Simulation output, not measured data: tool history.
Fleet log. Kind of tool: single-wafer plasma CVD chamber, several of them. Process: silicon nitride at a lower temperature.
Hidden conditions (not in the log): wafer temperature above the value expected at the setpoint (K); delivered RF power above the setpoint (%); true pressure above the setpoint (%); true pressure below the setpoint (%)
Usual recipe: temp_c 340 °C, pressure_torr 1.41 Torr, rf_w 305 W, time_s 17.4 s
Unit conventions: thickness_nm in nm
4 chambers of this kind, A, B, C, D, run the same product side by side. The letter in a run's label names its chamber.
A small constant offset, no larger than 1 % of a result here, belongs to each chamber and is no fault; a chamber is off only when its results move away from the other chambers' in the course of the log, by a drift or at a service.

run,hour,temp_c,pressure_torr,rf_w,time_s,hours since the last thermocouple change,hours since the last RF generator calibration,hours since the last manometer calibration,"read-back reference wafer on the same gauge, thickness_nm",thickness_nm
1D,7.8,340,1.41,305,17.4,523.4,1029.9,462.6,16.800,20.051
2C,16.5,340,1.41,305,17.4,2011.9,25.1,2726.2,16.807,20.207
3A,26.1,340,1.41,305,17.4,375.9,757.3,1270.7,16.804,20.086
4B,32.5,340,1.41,305,17.4,721.4,2054.6,1659.0,16.808,20.061
# hour 35.7: chamber A: capacitance manometer re-zeroed and calibrated
5D,40.9,340,1.41,305,17.4,556.5,1063.0,495.7,16.809,20.084
6C,51.0,340,1.41,305,17.4,2046.4,59.6,2760.7,16.812,20.245
7A,57.1,340,1.41,305,17.4,406.9,788.3,21.4,16.819,20.043
8B,65.1,340,1.41,305,17.4,754.0,2087.2,1691.6,16.815,20.066
9A,73.8,340,1.41,305,17.4,423.6,805.0,38.1,16.818,20.028
10B,78.9,340,1.41,305,17.4,767.8,2101.0,1705.4,16.817,20.084
11C,89.3,340,1.41,305,17.4,2084.7,97.9,2799.0,16.820,20.233
12D,96.4,340,1.41,305,17.4,612.0,1118.5,551.2,16.826,20.054
13C,101.4,340,1.41,305,17.4,2096.8,110.0,2811.1,16.823,20.283
14B,106.9,340,1.41,305,17.4,795.8,2129.0,1733.4,16.829,20.127
15D,115.8,340,1.41,305,17.4,631.4,1137.9,570.6,16.837,20.076
16A,120.5,340,1.41,305,17.4,470.3,851.7,84.8,16.833,20.069
17A,127.9,340,1.41,305,17.4,477.7,859.1,92.2,16.831,20.024
18B,134.4,340,1.41,305,17.4,823.3,2156.5,1760.9,16.836,20.116
19D,142.8,340,1.41,305,17.4,658.4,1164.9,597.6,16.834,20.118
20C,153.0,340,1.41,305,17.4,2148.4,161.6,2862.7,16.839,20.292
21D,162.1,340,1.41,305,17.4,677.7,1184.2,616.9,16.839,20.086
# hour 164.1: chamber C: capacitance manometer re-zeroed and calibrated
22A,166.8,340,1.41,305,17.4,516.6,898.0,131.1,16.843,20.029
23B,175.0,332,1.41,305,20.2,863.9,2197.1,1801.5,16.845,23.369
24C,182.5,332,1.41,305,20.2,2177.9,191.1,18.5,16.846,23.627
25B,190.3,332,1.41,305,20.2,879.2,2212.4,1816.8,16.845,23.455
26D,195.4,332,1.41,305,20.2,711.0,1217.5,650.2,16.846,23.379
27A,202.3,335,1.63,305,17.4,552.1,933.5,166.6,16.851,20.961
28C,208.6,335,1.63,305,17.4,2204.0,217.2,44.6,16.860,21.169
29B,216.5,335,1.63,305,17.4,905.4,2238.6,1843.0,16.854,20.973
30D,223.6,335,1.63,305,17.4,739.2,1245.7,678.4,16.852,20.954
31A,229.4,340,1.41,305,17.4,579.2,960.6,193.7,16.860,20.110
32C,238.8,340,1.41,305,17.4,2234.2,247.4,74.8,16.862,20.343
33D,246.1,346,1.65,305,17.4,761.7,1268.2,700.9,16.861,20.951
34A,253.8,346,1.65,305,17.4,603.6,985.0,218.1,16.868,20.943
35C,259.2,346,1.65,305,17.4,2254.6,267.8,95.2,16.870,21.193
36B,267.4,346,1.65,305,17.4,956.3,2289.5,1893.9,16.870,20.941
37D,273.5,340,1.41,305,17.4,789.1,1295.6,728.3,16.871,20.139
38C,281.4,340,1.41,305,17.4,2276.8,290.0,117.4,16.866,20.306
39A,287.9,340,1.41,305,17.4,637.7,1019.1,252.2,16.870,20.130
40B,297.8,340,1.41,305,17.4,986.7,2319.9,1924.3,16.870,20.147
41D,306.6,340,1.41,305,17.4,822.2,1328.7,761.4,16.876,20.171
42A,316.2,340,1.41,305,17.4,666.0,1047.4,280.5,16.875,20.134
43B,322.2,340,1.41,305,17.4,1011.1,2344.3,1948.7,16.880,20.136
44C,328.1,340,1.41,305,17.4,2323.5,336.7,164.1,16.877,20.315

Next, every chamber runs the same settings. What will each give?
45A,335.7,340,1.41,305,17.4,,,,,?
45B,335.7,340,1.41,305,17.4,,,,,?
45C,335.7,340,1.41,305,17.4,,,,,?
45D,335.7,340,1.41,305,17.4,,,,,?

run,thickness_nm
45A,20.141
45B,20.163
45C,20.303
45D,20.103
